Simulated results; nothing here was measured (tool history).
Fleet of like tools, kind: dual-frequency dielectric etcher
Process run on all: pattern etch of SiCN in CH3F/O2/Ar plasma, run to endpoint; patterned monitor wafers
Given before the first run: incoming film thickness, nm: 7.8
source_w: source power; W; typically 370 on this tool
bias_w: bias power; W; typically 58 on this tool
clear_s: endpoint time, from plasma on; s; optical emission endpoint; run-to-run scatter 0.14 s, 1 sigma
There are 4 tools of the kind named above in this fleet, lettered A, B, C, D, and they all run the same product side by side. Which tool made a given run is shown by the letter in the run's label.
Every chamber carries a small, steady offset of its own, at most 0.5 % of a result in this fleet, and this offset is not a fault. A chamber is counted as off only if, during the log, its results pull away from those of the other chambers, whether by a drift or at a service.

run   hour  source_w  bias_w  clear_s
 1C   15.6       370      58   23.074
 2A   26.7       370      58   23.088
 3D   40.1       370      58   23.109
      41.4  -- chamber C: wet clean of the chamber
 4B   53.7       370      58   23.021
 5B   68.8       370      58   23.035
      76.5  -- chamber B: source power generator calibrated
 6A   83.4       370      58    23.14
 7D   91.8       400      62   21.931
 8C  101.3       400      62   21.942
 9B  115.1       400      62   21.807
10A  131.8       400      62   22.071
11C  144.6       370      58   22.842
12D  155.7       370      58     23.1
13D  164.9       340      49   25.361
14A  176.6       340      49   25.072
     177.4  -- chamber D: wet clean of the chamber
15C  193.2       340      49   25.291
16B  205.8       340      49   25.214
17D  219.6       370      58   23.322
18C  233.5       370      58   23.018
19A  249.1       370      58   22.976
20B  261.4       370      58   23.395
21A  273.5       370      58   22.989
22C  283.6       370      58   22.963
23D  294.1       370      58   23.043
24B  308.2       370      58   23.209
25A  324.6       370      58   23.184
26D  332.4       430      46   23.517
27B  343.2       430      46   23.438
28C  356.2       430      46   23.593
29A  369.9       430      46   23.279
30B  377.6       370      58   23.134
31C  386.1       370      58    23.01
32D  397.5       370      48   24.535
     408.5  -- chamber B: wet clean of the chamber
     410.5  -- chamber B: bias power generator calibrated
33B  411.4       370      48   24.569

All chambers now run identical settings, listed one chamber a line with results as question marks. What results will each chamber show?
34A  423.4       370      58        ?
34B  423.4       370      58        ?
34C  423.4       370      58        ?
34D  423.4       370      58        ?

run  clear_s
34A   23.018
34B    23.04
34C   22.952
34D   23.256
